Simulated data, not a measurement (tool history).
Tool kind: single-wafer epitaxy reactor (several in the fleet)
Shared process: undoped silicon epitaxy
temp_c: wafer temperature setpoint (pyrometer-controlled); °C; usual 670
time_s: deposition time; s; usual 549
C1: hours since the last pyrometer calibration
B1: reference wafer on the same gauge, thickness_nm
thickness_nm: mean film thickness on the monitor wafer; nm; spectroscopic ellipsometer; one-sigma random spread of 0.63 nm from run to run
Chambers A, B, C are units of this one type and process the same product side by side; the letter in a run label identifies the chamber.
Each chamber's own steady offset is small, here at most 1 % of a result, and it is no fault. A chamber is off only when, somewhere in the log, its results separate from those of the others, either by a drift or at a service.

{"run": "1A", "hour": 8.5, "temp_c": 670, "time_s": 549, "C1": 1530.7, "B1": 147.2, "thickness_nm": 141.61}
{"run": "2C", "hour": 16.4, "temp_c": 670, "time_s": 549, "C1": 121.4, "B1": 147.19, "thickness_nm": 140.89}
{"run": "3B", "hour": 25.3, "temp_c": 670, "time_s": 549, "C1": 2671.3, "B1": 147.0, "thickness_nm": 140.28}
{"run": "4A", "hour": 33.8, "temp_c": 670, "time_s": 549, "C1": 1556.0, "B1": 147.11, "thickness_nm": 139.99}
{"run": "5C", "hour": 46.6, "temp_c": 670, "time_s": 549, "C1": 151.6, "B1": 147.03, "thickness_nm": 141.45}
{"run": "6B", "hour": 58.7, "temp_c": 670, "time_s": 549, "C1": 2704.7, "B1": 146.94, "thickness_nm": 140.5}
{"hour": 66.0, "done": "chamber B: pyrometer calibrated"}
{"run": "7A", "hour": 70.9, "temp_c": 670, "time_s": 549, "C1": 1593.1, "B1": 146.85, "thickness_nm": 140.87}
{"run": "8B", "hour": 77.4, "temp_c": 670, "time_s": 549, "C1": 11.5, "B1": 146.99, "thickness_nm": 148.65}
{"run": "9C", "hour": 83.2, "temp_c": 670, "time_s": 549, "C1": 188.2, "B1": 146.94, "thickness_nm": 140.1}
{"run": "10B", "hour": 90.3, "temp_c": 670, "time_s": 628, "C1": 24.4, "B1": 147.13, "thickness_nm": 170.22}
{"run": "11A", "hour": 99.4, "temp_c": 670, "time_s": 628, "C1": 1621.6, "B1": 147.04, "thickness_nm": 161.08}
{"run": "12C", "hour": 107.7, "temp_c": 670, "time_s": 628, "C1": 212.7, "B1": 147.0, "thickness_nm": 160.46}
{"run": "13B", "hour": 117.3, "temp_c": 670, "time_s": 549, "C1": 51.4, "B1": 147.06, "thickness_nm": 150.85}
{"run": "14A", "hour": 126.8, "temp_c": 670, "time_s": 549, "C1": 1649.0, "B1": 146.99, "thickness_nm": 141.37}
{"run": "15C", "hour": 139.4, "temp_c": 670, "time_s": 549, "C1": 244.4, "B1": 147.0, "thickness_nm": 140.2}
{"run": "16A", "hour": 147.1, "temp_c": 670, "time_s": 549, "C1": 1669.3, "B1": 147.0, "thickness_nm": 140.84}
{"run": "17C", "hour": 155.2, "temp_c": 670, "time_s": 549, "C1": 260.2, "B1": 146.9, "thickness_nm": 141.06}
{"run": "18B", "hour": 163.0, "temp_c": 670, "time_s": 549, "C1": 97.1, "B1": 147.1, "thickness_nm": 148.98}
{"run": "19A", "hour": 170.4, "temp_c": 670, "time_s": 549, "C1": 1692.6, "B1": 146.89, "thickness_nm": 140.65}
{"run": "20B", "hour": 181.1, "temp_c": 670, "time_s": 549, "C1": 115.2, "B1": 146.9, "thickness_nm": 148.81}

Which is it: a chamber that has drifted or been left off by a service, a gauge drift common to all chambers, or only each chamber's usual small offset? If a chamber is off, name it and its likeliest cause.

After it was serviced, chamber B no longer matches the other chambers.
Cause: wafer temperature above the value expected at the setpoint (K) = 2.72.

Chamber B could run next with any of the 4 candidate recipes listed below; each alters the usual settings, and their results appear as question marks. Which one brings its results back in line with what the other chambers deliver on the usual settings?
In line means no further than this from the other chambers' mean on the usual settings: thickness_nm 2.20 nm
{"run": "21B-1", "hour": 190.3, "temp_c": 671, "time_s": 554, "thickness_nm": "?"}
{"run": "21B-2", "hour": 190.3, "temp_c": 673, "time_s": 549, "thickness_nm": "?"}
{"run": "21B-3", "hour": 190.3, "temp_c": 668, "time_s": 540, "thickness_nm": "?"}
{"run": "21B-4", "hour": 190.3, "temp_c": 669, "time_s": 544, "thickness_nm": "?"}

Mean of the other chambers on the usual settings: thickness_nm 140.40 nm
run=21B-1 thickness_nm=153.79
run=21B-2 thickness_nm=158.89
run=21B-3 thickness_nm=140.77
run=21B-4 thickness_nm=144.82
21B-3 brings the chamber back in line.
